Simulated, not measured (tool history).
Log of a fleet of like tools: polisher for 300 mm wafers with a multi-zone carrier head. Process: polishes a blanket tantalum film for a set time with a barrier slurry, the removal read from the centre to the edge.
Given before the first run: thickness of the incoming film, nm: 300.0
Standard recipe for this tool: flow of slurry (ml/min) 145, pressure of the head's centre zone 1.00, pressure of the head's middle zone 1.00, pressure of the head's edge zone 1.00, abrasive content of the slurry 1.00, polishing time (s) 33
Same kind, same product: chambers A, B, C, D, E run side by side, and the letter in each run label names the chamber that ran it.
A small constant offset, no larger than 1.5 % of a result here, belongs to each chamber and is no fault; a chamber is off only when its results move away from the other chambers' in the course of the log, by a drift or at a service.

run	hour	flow of slurry (ml/min)	pressure of the head's centre zone	pressure of the head's middle zone	pressure of the head's edge zone	abrasive content of the slurry	polishing time (s)	film removed at the wafer's centre (Å)	film removed at mid-radius (Å)	film removed at the wafer's edge (Å)
# hour 0.7: chamber E: worn pad replaced by a new one
1E	3.9	145	1.00	1.00	1.00	1.00	33	472.18	470.34	473.29
2C	9.8	145	1.00	1.00	1.00	1.00	33	469.22	486.94	475.72
3A	14.8	145	1.00	1.00	1.00	1.00	33	483.24	476.90	468.23
# hour 17.8: chamber C: worn pad replaced by a new one
4D	19.9	145	1.00	1.00	1.00	1.00	33	456.09	477.59	479.85
5B	25.5	145	1.00	1.00	1.00	1.00	33	473.34	482.60	471.50
6E	28.1	145	1.00	1.00	1.00	1.00	33	469.52	471.20	467.36
7D	31.7	145	1.00	1.00	1.00	1.00	33	463.19	472.27	477.38
8C	35.0	145	1.00	1.00	1.00	1.00	33	475.33	478.63	478.72
# hour 38.4: chamber B: centre zone pressure recalibrated
9B	40.5	145	1.00	1.00	1.00	1.00	33	477.08	484.53	469.34
10A	44.5	145	1.00	1.00	1.00	1.00	33	472.04	477.41	468.29
11E	49.2	145	1.00	1.00	1.00	1.00	33	464.40	470.70	471.53
12C	52.6	145	1.00	1.00	1.00	1.00	33	471.46	482.72	465.97
13B	56.8	145	1.00	1.00	1.00	1.00	33	479.06	477.81	470.07
14D	60.9	145	1.00	1.09	1.00	0.80	33	435.30	479.09	442.63
# hour 61.6: chamber E: slurry nozzle cleaned
15A	64.5	145	1.00	1.09	1.00	0.80	33	441.72	470.27	439.09
16B	67.8	145	1.00	1.09	1.00	0.80	33	441.75	492.49	438.65
# hour 71.5: chamber D: worn pad replaced by a new one
17C	72.1	145	1.00	1.09	1.00	0.80	33	440.08	492.35	437.27
18D	78.0	145	1.00	1.09	1.00	0.80	33	432.82	487.56	442.55
# hour 81.0: chamber B: worn pad replaced by a new one
19A	83.8	145	1.00	1.00	1.00	1.00	33	473.99	479.10	469.38
20E	88.8	145	1.00	0.91	1.00	1.00	33	468.20	440.56	474.12
# hour 92.2: chamber C: worn pad replaced by a new one
21E	94.1	145	1.00	0.91	1.00	1.00	33	464.63	429.46	477.21
22A	99.6	145	1.00	0.91	1.00	1.00	33	480.60	434.71	465.05
23C	102.5	145	1.00	0.91	1.00	1.00	33	471.07	432.65	479.97
24D	107.4	145	1.00	0.91	1.00	1.00	33	464.20	434.16	476.89
25B	112.8	145	1.00	1.00	1.00	1.00	33	477.87	474.02	467.65
26C	117.9	110	1.11	1.00	1.00	1.00	33	489.01	450.96	457.63
# hour 122.4: chamber C: edge zone pressure recalibrated
27B	123.5	110	1.11	1.00	1.00	1.00	33	500.47	439.51	452.78
# hour 124.8: chamber A: worn pad replaced by a new one
28D	126.2	110	1.11	1.00	1.00	1.00	33	486.32	446.84	459.52
# hour 129.8: chamber B: slurry nozzle cleaned
29A	130.6	110	1.11	1.00	1.00	1.00	33	494.68	447.05	446.96
30E	133.2	110	1.11	1.00	1.00	1.00	33	497.03	456.18	459.22
# hour 136.8: chamber E: worn pad replaced by a new one
31A	138.9	145	1.00	1.00	1.00	1.00	33	481.15	476.22	475.50
32B	142.0	145	1.00	1.00	1.00	1.15	33	494.43	498.70	487.45
33C	146.0	145	1.00	1.00	1.00	1.15	33	487.21	497.36	486.75
34D	151.8	145	1.00	1.00	1.00	1.15	33	487.36	483.36	491.03
35E	156.4	145	1.00	1.00	1.00	1.15	33	491.11	498.20	497.58
36C	159.2	145	1.00	1.00	1.00	1.15	33	493.55	501.83	484.03
37B	162.0	145	1.00	1.00	1.00	1.00	33	476.97	485.40	464.04
38D	165.9	145	1.00	1.00	1.00	1.00	33	470.74	475.61	473.47
39E	170.3	145	1.00	1.00	1.00	1.00	33	477.57	472.36	477.75
40A	175.0	145	1.00	1.00	1.00	1.00	33	470.50	478.02	469.85

Next, every chamber runs the same settings. What will each give?
41A	179.4	145	1.00	1.00	0.93	1.00	33	?	?	?
41B	179.4	145	1.00	1.00	0.93	1.00	33	?	?	?
41C	179.4	145	1.00	1.00	0.93	1.00	33	?	?	?
41D	179.4	145	1.00	1.00	0.93	1.00	33	?	?	?
41E	179.4	145	1.00	1.00	0.93	1.00	33	?	?	?

run	film removed at the wafer's centre (Å)	film removed at mid-radius (Å)	film removed at the wafer's edge (Å)
41A	480.26	472.35	458.47
41B	475.48	475.32	452.77
41C	469.70	476.90	456.17
41D	475.01	479.31	456.47
41E	468.48	488.55	453.51
